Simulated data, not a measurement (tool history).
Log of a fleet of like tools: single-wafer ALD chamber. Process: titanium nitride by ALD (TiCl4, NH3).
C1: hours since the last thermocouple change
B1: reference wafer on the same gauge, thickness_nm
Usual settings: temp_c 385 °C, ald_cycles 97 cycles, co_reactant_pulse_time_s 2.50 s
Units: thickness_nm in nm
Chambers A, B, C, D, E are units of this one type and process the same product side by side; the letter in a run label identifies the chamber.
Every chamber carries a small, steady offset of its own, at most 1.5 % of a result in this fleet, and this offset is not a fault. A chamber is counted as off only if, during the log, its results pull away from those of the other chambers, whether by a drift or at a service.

Run 1B, hour 10.1: usual settings; C1 550.0; B1 1.9322. Result: thickness_nm 2.1179 nm.
Run 2A, hour 17.9: usual settings; C1 540.4; B1 1.9326. Result: thickness_nm 2.1510 nm.
Run 3E, hour 30.1: usual settings; C1 443.2; B1 1.9306. Result: thickness_nm 2.1653 nm.
Run 4D, hour 39.0: usual settings; C1 1082.0; B1 1.9298. Result: thickness_nm 2.1189 nm.
Run 5C, hour 49.1: usual settings; C1 1197.1; B1 1.9298. Result: thickness_nm 2.1085 nm.
Run 6D, hour 60.3: usual settings; C1 1103.3; B1 1.9300. Result: thickness_nm 2.1332 nm.
Run 7B, hour 74.3: usual settings; C1 614.2; B1 1.9295. Result: thickness_nm 2.1112 nm.
Run 8E, hour 88.3: usual settings; C1 501.4; B1 1.9300. Result: thickness_nm 2.1687 nm.
Run 9C, hour 94.7: usual settings; C1 1242.7; B1 1.9301. Result: thickness_nm 2.0949 nm.
Run 10A, hour 106.9: usual settings; C1 629.4; B1 1.9312. Result: thickness_nm 2.1420 nm.
Run 11D, hour 121.8: usual settings; C1 1164.8; B1 1.9291. Result: thickness_nm 2.1287 nm.
Run 12C, hour 130.8: usual settings; C1 1278.8; B1 1.9308. Result: thickness_nm 2.1066 nm.
Run 13A, hour 145.2: usual settings; C1 667.7; B1 1.9279. Result: thickness_nm 2.1284 nm.
Run 14B, hour 153.1: usual settings; C1 693.0; B1 1.9310. Result: thickness_nm 2.1225 nm.
Run 15E, hour 166.5: usual settings; C1 579.6; B1 1.9294. Result: thickness_nm 2.1470 nm.
Run 16B, hour 178.6: usual settings; C1 718.5; B1 1.9301. Result: thickness_nm 2.1252 nm.
Run 17D, hour 188.4: usual settings but ald_cycles 80 cycles, co_reactant_pulse_time_s 3.46 s; C1 1231.4; B1 1.9283. Result: thickness_nm 1.7838 nm.
Run 18C, hour 200.2: usual settings but ald_cycles 80 cycles, co_reactant_pulse_time_s 3.46 s; C1 1348.2; B1 1.9305. Result: thickness_nm 1.7601 nm.
Run 19E, hour 208.6: usual settings but ald_cycles 80 cycles, co_reactant_pulse_time_s 3.46 s; C1 621.7; B1 1.9298. Result: thickness_nm 1.8073 nm.
Run 20A, hour 221.7: usual settings but ald_cycles 80 cycles, co_reactant_pulse_time_s 3.46 s; C1 744.2; B1 1.9300. Result: thickness_nm 1.7893 nm.
Run 21B, hour 228.1: usual settings but ald_cycles 80 cycles, co_reactant_pulse_time_s 3.46 s; C1 768.0; B1 1.9298. Result: thickness_nm 1.7659 nm.
Run 22A, hour 235.8: usual settings; C1 758.3; B1 1.9309. Result: thickness_nm 2.1423 nm.
Run 23C, hour 244.3: usual settings; C1 1392.3; B1 1.9281. Result: thickness_nm 2.1055 nm.
Run 24D, hour 254.3: usual settings; C1 1297.3; B1 1.9312. Result: thickness_nm 2.1264 nm.
Run 25E, hour 266.1: usual settings; C1 679.2; B1 1.9291. Result: thickness_nm 2.1707 nm.
Run 26C, hour 274.4: usual settings; C1 1422.4; B1 1.9271. Result: thickness_nm 2.1055 nm.
Run 27D, hour 287.6: usual settings but ald_cycles 103 cycles, co_reactant_pulse_time_s 2.06 s; C1 1330.6; B1 1.9306. Result: thickness_nm 2.2383 nm.
Run 28A, hour 295.9: usual settings but ald_cycles 103 cycles, co_reactant_pulse_time_s 2.06 s; C1 818.4; B1 1.9318. Result: thickness_nm 2.2506 nm.
Run 29E, hour 306.6: usual settings but ald_cycles 103 cycles, co_reactant_pulse_time_s 2.06 s; C1 719.7; B1 1.9313. Result: thickness_nm 2.2785 nm.
Run 30B, hour 321.3: usual settings but ald_cycles 103 cycles, co_reactant_pulse_time_s 2.06 s; C1 861.2; B1 1.9310. Result: thickness_nm 2.2125 nm.
Run 31E, hour 328.9: usual settings but ald_cycles 103 cycles, co_reactant_pulse_time_s 2.06 s; C1 742.0; B1 1.9291. Result: thickness_nm 2.2661 nm.
Run 32C, hour 338.7: usual settings but temp_c 396 °C; C1 1486.7; B1 1.9310. Result: thickness_nm 2.1356 nm.
Run 33A, hour 351.9: usual settings but temp_c 396 °C; C1 874.4; B1 1.9303. Result: thickness_nm 2.1544 nm.
Run 34B, hour 361.9: usual settings but temp_c 396 °C; C1 901.8; B1 1.9296. Result: thickness_nm 2.1188 nm.
Run 35D, hour 369.7: usual settings but temp_c 396 °C; C1 1412.7; B1 1.9297. Result: thickness_nm 2.1409 nm.
Run 36C, hour 381.4: usual settings but temp_c 396 °C; C1 1529.4; B1 1.9283. Result: thickness_nm 2.1357 nm.
Run 37D, hour 391.5: usual settings but co_reactant_pulse_time_s 1.75 s; C1 1434.5; B1 1.9310. Result: thickness_nm 2.0812 nm.
Run 38A, hour 398.7: usual settings but co_reactant_pulse_time_s 1.75 s; C1 921.2; B1 1.9288. Result: thickness_nm 2.1102 nm.
Run 39B, hour 406.9: usual settings but co_reactant_pulse_time_s 1.75 s; C1 946.8; B1 1.9301. Result: thickness_nm 2.0679 nm.
Run 40E, hour 414.6: usual settings but co_reactant_pulse_time_s 1.75 s; C1 827.7; B1 1.9302. Result: thickness_nm 2.1150 nm.
Run 41D, hour 422.9: usual settings but co_reactant_pulse_time_s 1.75 s; C1 1465.9; B1 1.9308. Result: thickness_nm 2.0893 nm.
Run 42A, hour 431.2: usual settings; C1 953.7; B1 1.9297. Result: thickness_nm 2.1429 nm.
Run 43B, hour 438.5: usual settings but co_reactant_pulse_time_s 1.94 s; C1 978.4; B1 1.9301. Result: thickness_nm 2.0777 nm.

Predict what each chamber gives when all 5 of them run the settings below next.
Run 44A, hour 449.1: usual settings. Result: thickness_nm ?.
Run 44B, hour 449.1: usual settings. Result: thickness_nm ?.
Run 44C, hour 449.1: usual settings. Result: thickness_nm ?.
Run 44D, hour 449.1: usual settings. Result: thickness_nm ?.
Run 44E, hour 449.1: usual settings. Result: thickness_nm ?.

run  thickness_nm
44A        2.1377
44B        2.0945
44C        2.0985
44D        2.1174
44E        2.1557
